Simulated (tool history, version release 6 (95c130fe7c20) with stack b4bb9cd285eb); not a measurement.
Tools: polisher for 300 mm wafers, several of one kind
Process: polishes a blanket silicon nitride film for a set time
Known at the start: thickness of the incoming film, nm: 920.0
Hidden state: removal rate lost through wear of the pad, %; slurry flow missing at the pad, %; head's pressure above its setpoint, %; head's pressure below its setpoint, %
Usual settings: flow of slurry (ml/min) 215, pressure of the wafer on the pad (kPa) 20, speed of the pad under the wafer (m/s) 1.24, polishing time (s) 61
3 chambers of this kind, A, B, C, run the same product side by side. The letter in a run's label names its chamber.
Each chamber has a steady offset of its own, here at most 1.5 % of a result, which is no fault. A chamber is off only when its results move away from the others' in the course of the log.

run,hour,flow of slurry (ml/min),pressure of the wafer on the pad (kPa),speed of the pad under the wafer (m/s),polishing time (s),wafers polished on this pad,hours since the slurry nozzle was cleaned,hours since the head pressure was calibrated,film removed (nm)
1A,6.5,215,20,1.24,61,766,97.6,444.2,101.97
2C,13.1,215,20,1.24,61,878,353,556.2,103.13
3B,24.2,215,20,1.24,61,888,119.2,380.1,100.26
# hour 26: chamber C: worn pad replaced by a new one
4B,38.1,215,20,1.24,61,999,133.1,394,101.46
5C,48,215,20,1.24,61,176,387.9,591.1,103.32
6A,60.1,215,20,1.24,61,1195,151.2,497.8,101.58
7C,74.2,215,23.4,0.98,61,385,414.1,617.3,100.31
# hour 79.2: chamber B: head pressure recalibrated
# hour 81.1: chamber B: worn pad replaced by a new one
8A,87.8,215,23.4,0.98,61,1417,178.9,525.5,97.47
# hour 88.2: chamber A: worn pad replaced by a new one
9B,101.8,215,23.4,0.98,61,166,196.8,22.7,96.606
10B,113,215,20,1.24,61,255,208,33.9,99.879
11C,120.1,285,20,1.24,47,753,460,663.2,80.918
12A,129.5,285,20,1.24,47,331,220.6,567.2,80.417
# hour 136.7: chamber C: worn pad replaced by a new one
13A,138.7,285,20,1.24,47,404,229.8,576.4,80.255
14C,151.9,160,15.9,1.24,61,121,491.8,695,77.866
15B,160.2,160,15.9,1.24,61,633,255.2,81.1,74.516
16C,171.5,160,15.9,1.24,61,278,511.4,714.6,76.878
17A,183.6,215,20,1.24,61,764,274.7,621.3,100.23
18B,191.5,215,20,1.24,61,884,286.5,112.4,97.072
19A,201.5,215,16.5,1.24,61,907,292.6,639.2,83.488
# hour 213.5: chamber B: worn pad replaced by a new one
20B,214.4,215,16.5,1.24,61,7,309.4,135.3,79.849
# hour 227.2: chamber C: head pressure recalibrated
21C,228.3,215,16.5,1.24,61,733,568.2,1.2,83.233
22B,241.3,215,20,1.24,61,223,336.3,162.2,94.316
23C,248.7,215,20,1.24,61,896,588.6,21.6,102.73
# hour 256: chamber A: worn pad replaced by a new one
24A,262.1,215,20,1.24,61,48,353.2,699.8,101.82

What goes on in this fleet: one chamber off, a drifting gauge, or nothing beyond the chambers' own small offsets? Name the chamber and the cause, if any.

Chamber B drifts away from the others.
Cause: slurry flow missing at the pad, % = 41.8.

Here are 4 candidates for chamber B's next run, each the usual settings with a change, their results left as question marks. Which one brings its results back in line with what the others give on the usual settings?
In line means no further than this from the other chambers' mean on the usual settings: film removed (nm) 2.6
25B-1,272.2,210,18.6,1.18,57,,,,?
25B-2,272.2,215,20.7,1.28,63,,,,?
25B-3,272.2,225,20,1.24,72,,,,?
25B-4,272.2,215,20,1.12,61,,,,?

The other chambers' mean on the usual settings: film removed (nm) 101.41
run,film removed (nm)
25B-1,77.819
25B-2,102.42
25B-3,111.33
25B-4,86.051
25B-2 brings the chamber back in line.
